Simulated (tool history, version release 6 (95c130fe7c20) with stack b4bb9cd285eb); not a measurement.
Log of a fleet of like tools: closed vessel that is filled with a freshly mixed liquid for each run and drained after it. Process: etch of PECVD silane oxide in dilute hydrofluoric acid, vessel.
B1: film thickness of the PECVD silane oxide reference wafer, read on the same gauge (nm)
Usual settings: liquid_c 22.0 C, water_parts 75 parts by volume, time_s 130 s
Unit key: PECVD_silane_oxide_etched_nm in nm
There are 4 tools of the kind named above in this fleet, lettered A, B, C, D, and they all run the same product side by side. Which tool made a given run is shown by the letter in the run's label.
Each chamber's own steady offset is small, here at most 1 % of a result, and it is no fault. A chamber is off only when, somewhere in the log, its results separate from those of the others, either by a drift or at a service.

Run 1A, hour 7.0: usual settings; B1 90.000. Result: PECVD_silane_oxide_etched_nm 54.149 nm.
Run 2D, hour 15.3: usual settings; B1 90.044. Result: PECVD_silane_oxide_etched_nm 54.086 nm.
Run 3B, hour 22.6: usual settings; B1 90.029. Result: PECVD_silane_oxide_etched_nm 52.371 nm.
Run 4C, hour 26.9: usual settings; B1 89.923. Result: PECVD_silane_oxide_etched_nm 54.334 nm.
Run 5A, hour 35.5: usual settings; B1 90.003. Result: PECVD_silane_oxide_etched_nm 53.073 nm.
Run 6C, hour 40.3: usual settings but liquid_c 18.0 C, time_s 175 s; B1 90.007. Result: PECVD_silane_oxide_etched_nm 60.623 nm.
Run 7D, hour 47.7: usual settings but liquid_c 18.0 C, time_s 175 s; B1 89.979. Result: PECVD_silane_oxide_etched_nm 60.855 nm.
Run 8B, hour 55.7: usual settings but liquid_c 18.0 C, time_s 175 s; B1 89.990. Result: PECVD_silane_oxide_etched_nm 60.720 nm.
Run 9C, hour 60.1: usual settings but liquid_c 18.0 C, time_s 175 s; B1 90.004. Result: PECVD_silane_oxide_etched_nm 60.620 nm.
Run 10B, hour 64.8: usual settings; B1 89.999. Result: PECVD_silane_oxide_etched_nm 52.609 nm.
Run 11A, hour 72.3: usual settings but liquid_c 20.5 C, time_s 80 s; B1 89.974. Result: PECVD_silane_oxide_etched_nm 31.207 nm.
Run 12D, hour 79.3: usual settings but liquid_c 20.5 C, time_s 80 s; B1 89.997. Result: PECVD_silane_oxide_etched_nm 31.148 nm.
Run 13B, hour 83.0: usual settings but liquid_c 20.5 C, time_s 80 s; B1 89.985. Result: PECVD_silane_oxide_etched_nm 31.156 nm.
Run 14C, hour 89.5: usual settings but liquid_c 20.5 C, time_s 80 s; B1 89.981. Result: PECVD_silane_oxide_etched_nm 30.552 nm.
Run 15D, hour 94.1: usual settings; B1 89.961. Result: PECVD_silane_oxide_etched_nm 53.586 nm.
Run 16A, hour 99.9: usual settings; B1 90.001. Result: PECVD_silane_oxide_etched_nm 53.505 nm.
Run 17A, hour 108.5: usual settings; B1 89.989. Result: PECVD_silane_oxide_etched_nm 52.681 nm.
Run 18C, hour 115.8: usual settings but water_parts 65 parts by volume, time_s 195 s; B1 89.958. Result: PECVD_silane_oxide_etched_nm 93.200 nm.
Run 19B, hour 124.4: usual settings but water_parts 65 parts by volume, time_s 195 s; B1 90.023. Result: PECVD_silane_oxide_etched_nm 93.747 nm.
Run 20D, hour 130.1: usual settings but water_parts 65 parts by volume, time_s 195 s; B1 90.015. Result: PECVD_silane_oxide_etched_nm 95.074 nm.
Run 21A, hour 137.0: usual settings but water_parts 65 parts by volume, time_s 195 s; B1 89.973. Result: PECVD_silane_oxide_etched_nm 90.029 nm.
Run 22B, hour 145.1: usual settings; B1 89.986. Result: PECVD_silane_oxide_etched_nm 52.622 nm.
Run 23D, hour 152.7: usual settings; B1 89.957. Result: PECVD_silane_oxide_etched_nm 54.459 nm.
Run 24C, hour 160.7: usual settings but time_s 100 s; B1 89.995. Result: PECVD_silane_oxide_etched_nm 41.007 nm.
Run 25C, hour 166.3: usual settings but time_s 100 s; B1 89.991. Result: PECVD_silane_oxide_etched_nm 41.086 nm.
At hour 169.7: chamber C: thermometer replaced.
Run 26B, hour 173.4: usual settings but time_s 100 s; B1 89.996. Result: PECVD_silane_oxide_etched_nm 40.476 nm.
Run 27A, hour 178.6: usual settings but time_s 100 s; B1 90.014. Result: PECVD_silane_oxide_etched_nm 39.535 nm.
Run 28D, hour 183.7: usual settings; B1 90.025. Result: PECVD_silane_oxide_etched_nm 53.763 nm.
Run 29D, hour 187.9: usual settings; B1 90.014. Result: PECVD_silane_oxide_etched_nm 53.885 nm.
Run 30B, hour 193.7: usual settings; B1 90.042. Result: PECVD_silane_oxide_etched_nm 53.171 nm.
Run 31A, hour 198.4: usual settings; B1 90.004. Result: PECVD_silane_oxide_etched_nm 50.441 nm.
Run 32C, hour 205.3: usual settings; B1 89.963. Result: PECVD_silane_oxide_etched_nm 53.373 nm.
Run 33B, hour 213.1: usual settings; B1 90.045. Result: PECVD_silane_oxide_etched_nm 53.224 nm.
Run 34C, hour 216.9: usual settings; B1 90.018. Result: PECVD_silane_oxide_etched_nm 54.329 nm.
Run 35A, hour 224.6: usual settings; B1 90.004. Result: PECVD_silane_oxide_etched_nm 50.018 nm.
Run 36D, hour 230.5: usual settings; B1 90.024. Result: PECVD_silane_oxide_etched_nm 53.530 nm.
Run 37A, hour 237.7: usual settings; B1 90.026. Result: PECVD_silane_oxide_etched_nm 49.688 nm.
Run 38B, hour 243.5: usual settings; B1 89.959. Result: PECVD_silane_oxide_etched_nm 53.857 nm.

Decide between three cases: one chamber stands off from its peers, the gauge reading all wafers drifts, or nothing is wrong past each chamber's small offset. Where a chamber is off, say which and what most likely put it there.

One chamber, A, drifts off from the rest bit by bit.
Most likely cause: liquid colder than its thermometer reads (K) = 1.97.
From this log alone, it may not be told apart from: hydrofluoric acid flow below the setpoint (%).

Chamber A could run next with any of the 4 candidate recipes listed below; each alters the usual settings, and their results appear as question marks. Which one brings its results back in line with what the other chambers deliver on the usual settings?
Maximum distance from the other chambers' mean on the usual settings for a result to count as in line: PECVD_silane_oxide_etched_nm 1.600 nm
Run 39A-1, hour 249.7: usual settings but time_s 125 s. Result: PECVD_silane_oxide_etched_nm ?.
Run 39A-2, hour 249.7: usual settings but time_s 135 s. Result: PECVD_silane_oxide_etched_nm ?.
Run 39A-3, hour 249.7: usual settings but liquid_c 20.0 C. Result: PECVD_silane_oxide_etched_nm ?.
Run 39A-4, hour 249.7: usual settings but time_s 140 s. Result: PECVD_silane_oxide_etched_nm ?.

The other chambers' mean on the usual settings: PECVD_silane_oxide_etched_nm 53.597 nm
  run  PECVD_silane_oxide_etched_nm
39A-1                        47.359
39A-2                        51.148
39A-3                        45.315
39A-4                        53.042
Change 39A-4 lands the chamber within the allowed miss of the other chambers.
